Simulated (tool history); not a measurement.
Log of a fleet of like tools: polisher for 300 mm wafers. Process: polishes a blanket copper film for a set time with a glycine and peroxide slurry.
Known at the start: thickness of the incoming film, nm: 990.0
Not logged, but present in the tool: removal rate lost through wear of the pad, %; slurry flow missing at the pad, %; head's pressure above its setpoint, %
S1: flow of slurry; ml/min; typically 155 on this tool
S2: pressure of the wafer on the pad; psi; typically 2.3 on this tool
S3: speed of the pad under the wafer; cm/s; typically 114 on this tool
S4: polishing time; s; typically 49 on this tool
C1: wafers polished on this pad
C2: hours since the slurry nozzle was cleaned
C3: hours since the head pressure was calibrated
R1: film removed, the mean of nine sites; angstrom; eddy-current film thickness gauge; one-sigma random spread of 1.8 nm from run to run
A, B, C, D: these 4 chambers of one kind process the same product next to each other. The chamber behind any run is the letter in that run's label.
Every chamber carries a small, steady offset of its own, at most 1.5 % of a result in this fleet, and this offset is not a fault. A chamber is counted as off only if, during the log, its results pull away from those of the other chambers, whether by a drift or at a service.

run   hour   S1   S2   S3  S4    C1     C2     C3      R1
       8.4  -- chamber D: worn pad replaced by a new one
 1B    9.6  155  2.3  114  49   418  118.2  268.1  2256.1
 2A   15.0  155  2.3  114  49  1455  210.6   18.5  2251.5
 3D   21.4  155  2.3  114  49    84  191.5  282.4  2222.7
 4C   29.5  155  2.3  114  49   553  250.0  383.0  2215.4
      31.3  -- chamber A: worn pad replaced by a new one
 5A   36.7  155  2.3  114  49    35  232.3   40.2  2224.6
 6C   42.9  155  2.3  114  49   640  263.4  396.4  2232.6
      45.9  -- chamber B: worn pad replaced by a new one
 7D   53.9  155  2.3  114  49   295  224.0  314.9  2229.7
      59.2  -- chamber C: worn pad replaced by a new one
 8B   59.3  155  2.3  140  40    87  167.9  317.8  2181.4
 9A   68.9  155  2.3  140  40   244  264.5   72.4  2143.5
10D   78.3  155  2.3  140  40   453  248.4  339.3  2164.7
11C   84.9  155  2.3  140  40   167  305.4  438.4  2136.7
      93.8  -- chamber D: worn pad replaced by a new one
12B   96.1  155  2.3  114  49   325  204.7  354.6  2214.7
13C  103.5  155  2.3  114  49   287  324.0  457.0  2199.6
14A  112.6  155  2.3  114  49   527  308.2  116.1  2250.7
15B  119.5  155  2.3  114  49   477  228.1  378.0  2240.6
     126.1  -- chamber B: worn pad replaced by a new one
16D  130.8  155  2.3  114  49   240  300.9  391.8  2195.7
17B  138.5  155  2.3  114  49    80  247.1  397.0  2246.0
18D  146.2  155  2.3  114  49   340  316.3  407.2  2233.0
19A  152.8  155  2.3  114  49   788  348.4  156.3  2260.7
20C  161.2  155  2.3  114  49   662  381.7  514.7  2208.5
21D  169.1  155  2.3  114  49   488  339.2  430.1  2207.6
     171.8  -- chamber D: worn pad replaced by a new one
22B  179.0  155  2.3  114  49   343  287.6  437.5  2239.7
     181.1  -- chamber C: worn pad replaced by a new one
23C  186.6  155  2.3  114  49    36  407.1  540.1  2255.1
24A  195.4  155  2.3  114  49  1065  391.0  198.9  2197.0
     196.3  -- chamber C: slurry nozzle cleaned
25A  200.6  155  1.6  114  39  1098  396.2  204.1  1329.0
     202.4  -- chamber B: worn pad replaced by a new one
26C  210.5  155  1.6  114  39   191   14.3  564.0  1341.5
27D  217.4  155  1.6  114  39   296  387.5  478.4  1330.1
28B  225.7  155  1.6  114  39   151  334.3  484.2  1351.9
29C  236.7  155  2.3  114  49   361   40.5  590.2  2200.0
     236.8  -- chamber A: worn pad replaced by a new one
30A  244.1  155  2.3  114  49    47  439.7  247.6  2234.4
31D  250.9  155  2.3  114  49   513  421.0  511.9  2220.4
32B  261.0  155  2.3  114  49   380  369.6  519.5  2235.5
     263.6  -- chamber D: worn pad replaced by a new one
     266.5  -- chamber C: head pressure recalibrated
33C  270.2  155  2.3  114  49   578   74.0    3.8  2230.8
     277.4  -- chamber B: slurry nozzle cleaned
34D  278.4  155  2.3  114  49    96  448.5  539.4  2209.7
     279.7  -- chamber C: worn pad replaced by a new one
     282.6  -- chamber B: worn pad replaced by a new one
35A  288.7  155  2.3  114  49   337  484.3  292.2  2206.4
     289.1  -- chamber D: slurry nozzle cleaned
36B  296.5  155  2.3  114  49    90   19.1  555.0  2211.1
37C  303.6  125  2.3  114  39   155  107.4   37.2  1688.9
38B  314.1  125  2.3  114  39   204   36.7  572.6  1723.2
39A  325.5  125  2.3  114  39   575  521.1  329.0  1704.0
40D  332.4  125  2.3  114  39   446   43.3  593.4  1682.5
     337.0  -- chamber A: head pressure recalibrated
41A  341.7  155  2.3  114  49   681  537.3    4.8  2227.5
42D  351.6  155  2.3  114  60   571   62.5  612.6  2671.7

The same settings go to every chamber for the next run, one line per chamber below. Forecast the results for each:
43A  359.8  155  2.3  114  49               ?
43B  359.8  155  2.3  114  49               ?
43C  359.8  155  2.3  114  49               ?
43D  359.8  155  2.3  114  49               ?

run      R1
43A  2209.7
43B  2261.3
43C  2207.6
43D  2179.2
